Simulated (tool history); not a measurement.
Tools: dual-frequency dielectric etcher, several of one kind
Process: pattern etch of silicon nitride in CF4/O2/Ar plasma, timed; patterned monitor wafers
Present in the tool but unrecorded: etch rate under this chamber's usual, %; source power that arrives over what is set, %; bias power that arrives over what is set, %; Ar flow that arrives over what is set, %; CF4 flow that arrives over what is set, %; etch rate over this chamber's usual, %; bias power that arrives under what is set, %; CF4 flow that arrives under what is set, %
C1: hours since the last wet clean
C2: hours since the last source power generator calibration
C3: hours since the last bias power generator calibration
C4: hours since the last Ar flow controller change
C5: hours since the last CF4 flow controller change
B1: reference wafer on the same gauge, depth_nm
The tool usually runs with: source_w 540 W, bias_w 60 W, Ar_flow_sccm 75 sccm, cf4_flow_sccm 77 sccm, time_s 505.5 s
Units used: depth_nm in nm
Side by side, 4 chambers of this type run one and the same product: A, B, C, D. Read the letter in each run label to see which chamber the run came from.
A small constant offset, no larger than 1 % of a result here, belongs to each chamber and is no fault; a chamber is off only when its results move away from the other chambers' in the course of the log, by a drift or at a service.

Run 1A, day 0.242: usual settings; C1 353.8; C2 1464.4; C3 3891.4; C4 3428.2; C5 3356.3; B1 1319.8. Result: depth_nm 1110 nm.
Run 2B, day 0.388: usual settings; C1 184.8; C2 588.4; C3 2612.4; C4 2978.4; C5 1610.1; B1 1320.9. Result: depth_nm 1114.6 nm.
Run 3D, day 0.704: usual settings; C1 314.9; C2 1897.3; C3 2191.5; C4 5865.7; C5 500.7; B1 1320.3. Result: depth_nm 1093.7 nm.
Run 4C, day 1.008: usual settings; C1 129.3; C2 3623.8; C3 2271.8; C4 66; C5 118.8; B1 1320.2. Result: depth_nm 1099.7 nm.
Run 5B, day 1.196: usual settings; C1 204.2; C2 607.8; C3 2631.8; C4 2997.8; C5 1629.5; B1 1320. Result: depth_nm 1116.1 nm.
Run 6D, day 1.4: usual settings; C1 331.6; C2 1914; C3 2208.2; C4 5882.4; C5 517.4; B1 1320.4. Result: depth_nm 1097.2 nm.
At day 1.433: chamber B: Ar flow controller replaced.
Run 7A, day 1.675: usual settings but bias_w 49 W, Ar_flow_sccm 62 sccm; C1 388.2; C2 1498.8; C3 3925.8; C4 3462.6; C5 3390.7; B1 1320.2. Result: depth_nm 1044.2 nm.
Run 8C, day 1.838: usual settings but bias_w 49 W, Ar_flow_sccm 62 sccm; C1 149.2; C2 3643.7; C3 2291.7; C4 85.9; C5 138.7; B1 1320.5. Result: depth_nm 1040.8 nm.
Run 9B, day 1.983: usual settings but bias_w 49 W, Ar_flow_sccm 62 sccm; C1 223.1; C2 626.7; C3 2650.7; C4 13.2; C5 1648.4; B1 1320.7. Result: depth_nm 1057.6 nm.
Run 10D, day 2.296: usual settings but bias_w 49 W, Ar_flow_sccm 62 sccm; C1 353.1; C2 1935.5; C3 2229.7; C4 5903.9; C5 538.9; B1 1320.9. Result: depth_nm 1037.9 nm.
Run 11A, day 2.471: usual settings; C1 407.3; C2 1517.9; C3 3944.9; C4 3481.7; C5 3409.8; B1 1318.9. Result: depth_nm 1105.7 nm.
Run 12C, day 2.738: usual settings but source_w 440 W, cf4_flow_sccm 63 sccm; C1 170.8; C2 3665.3; C3 2313.3; C4 107.5; C5 160.3; B1 1320.3. Result: depth_nm 896.61 nm.
Run 13A, day 2.942: usual settings but source_w 440 W, cf4_flow_sccm 63 sccm; C1 418.6; C2 1529.2; C3 3956.2; C4 3493; C5 3421.1; B1 1320.3. Result: depth_nm 900.39 nm.
Run 14D, day 3.229: usual settings but source_w 440 W, cf4_flow_sccm 63 sccm; C1 375.5; C2 1957.9; C3 2252.1; C4 5926.3; C5 561.3; B1 1320.4. Result: depth_nm 902.25 nm.
Run 15C, day 3.367: usual settings but source_w 440 W, cf4_flow_sccm 63 sccm; C1 185.9; C2 3680.4; C3 2328.4; C4 122.6; C5 175.4; B1 1320.9. Result: depth_nm 892.5 nm.
Run 16B, day 3.554: usual settings; C1 260.8; C2 664.4; C3 2688.4; C4 50.9; C5 1686.1; B1 1320.1. Result: depth_nm 1104.3 nm.
Run 17C, day 3.783: usual settings; C1 195.9; C2 3690.4; C3 2338.4; C4 132.6; C5 185.4; B1 1319.7. Result: depth_nm 1089.7 nm.
Run 18A, day 4.071: usual settings; C1 445.7; C2 1556.3; C3 3983.3; C4 3520.1; C5 3448.2; B1 1318.6. Result: depth_nm 1102.4 nm.
Run 19D, day 4.229: usual settings; C1 399.5; C2 1981.9; C3 2276.1; C4 5950.3; C5 585.3; B1 1319.6. Result: depth_nm 1115.4 nm.
Run 20B, day 4.546: usual settings; C1 284.6; C2 688.2; C3 2712.2; C4 74.7; C5 1709.9; B1 1319.2. Result: depth_nm 1111.7 nm.
Run 21A, day 4.846: usual settings; C1 464.3; C2 1574.9; C3 4001.9; C4 3538.7; C5 3466.8; B1 1318.8. Result: depth_nm 1107.4 nm.
Run 22D, day 5.021: usual settings; C1 418.5; C2 2000.9; C3 2295.1; C4 5969.3; C5 604.3; B1 1320.2. Result: depth_nm 1107 nm.
Run 23B, day 5.312: usual settings; C1 303; C2 706.6; C3 2730.6; C4 93.1; C5 1728.3; B1 1320.5. Result: depth_nm 1118.1 nm.
Run 24C, day 5.558: usual settings; C1 238.5; C2 3733; C3 2381; C4 175.2; C5 228; B1 1319.6. Result: depth_nm 1095.7 nm.
Run 25D, day 5.779: usual settings; C1 436.7; C2 2019.1; C3 2313.3; C4 5987.5; C5 622.5; B1 1318.4. Result: depth_nm 1118.9 nm.
Run 26A, day 5.983: usual settings; C1 491.6; C2 1602.2; C3 4029.2; C4 3566; C5 3494.1; B1 1320. Result: depth_nm 1112 nm.
Run 27B, day 6.225: usual settings; C1 324.9; C2 728.5; C3 2752.5; C4 115; C5 1750.2; B1 1319.8. Result: depth_nm 1110 nm.
Run 28C, day 6.508: usual settings but Ar_flow_sccm 61 sccm, time_s 580 s; C1 261.3; C2 3755.8; C3 2403.8; C4 198; C5 250.8; B1 1319.8. Result: depth_nm 1291.5 nm.
Run 29A, day 6.729: usual settings but Ar_flow_sccm 61 sccm, time_s 580 s; C1 509.5; C2 1620.1; C3 4047.1; C4 3583.9; C5 3512; B1 1320.2. Result: depth_nm 1299 nm.
Run 30B, day 7.004: usual settings but Ar_flow_sccm 61 sccm, time_s 580 s; C1 343.6; C2 747.2; C3 2771.2; C4 133.7; C5 1768.9; B1 1319.9. Result: depth_nm 1305.3 nm.
Run 31C, day 7.308: usual settings but Ar_flow_sccm 61 sccm, time_s 580 s; C1 280.5; C2 3775; C3 2423; C4 217.2; C5 270; B1 1319.9. Result: depth_nm 1298 nm.
Run 32D, day 7.592: usual settings; C1 480.2; C2 2062.6; C3 2356.8; C4 6031; C5 666; B1 1320.5. Result: depth_nm 1126.9 nm.
At day 7.812: chamber D: wet clean of the chamber.
Run 33A, day 7.871: usual settings; C1 536.9; C2 1647.5; C3 4074.5; C4 3611.3; C5 3539.4; B1 1320. Result: depth_nm 1105.1 nm.
Run 34B, day 8.067: usual settings but source_w 620 W; C1 369.1; C2 772.7; C3 2796.7; C4 159.2; C5 1794.4; B1 1319.5. Result: depth_nm 1252.7 nm.
Run 35C, day 8.25: usual settings but source_w 620 W; C1 303.1; C2 3797.6; C3 2445.6; C4 239.8; C5 292.6; B1 1320.7. Result: depth_nm 1230.5 nm.
Run 36D, day 8.45: usual settings but source_w 620 W; C1 15.3; C2 2083.2; C3 2377.4; C4 6051.6; C5 686.6; B1 1320.4. Result: depth_nm 1275.6 nm.
Run 37A, day 8.592: usual settings but source_w 620 W; C1 554.2; C2 1664.8; C3 4091.8; C4 3628.6; C5 3556.7; B1 1319.7. Result: depth_nm 1248.1 nm.
Run 38D, day 8.796: usual settings; C1 23.6; C2 2091.5; C3 2385.7; C4 6059.9; C5 694.9; B1 1318.9. Result: depth_nm 1134.2 nm.
Run 39C, day 8.938: usual settings; C1 319.6; C2 3814.1; C3 2462.1; C4 256.3; C5 309.1; B1 1321.7. Result: depth_nm 1093.8 nm.

All chambers now run identical settings, listed one chamber a line with results as question marks. What results will each chamber show?
Run 40A, day 9.167: usual settings. Result: depth_nm ?.
Run 40B, day 9.167: usual settings. Result: depth_nm ?.
Run 40C, day 9.167: usual settings. Result: depth_nm ?.
Run 40D, day 9.167: usual settings. Result: depth_nm ?.

run  depth_nm
40A    1106.4
40B    1112.9
40C    1092.5
40D    1129.9

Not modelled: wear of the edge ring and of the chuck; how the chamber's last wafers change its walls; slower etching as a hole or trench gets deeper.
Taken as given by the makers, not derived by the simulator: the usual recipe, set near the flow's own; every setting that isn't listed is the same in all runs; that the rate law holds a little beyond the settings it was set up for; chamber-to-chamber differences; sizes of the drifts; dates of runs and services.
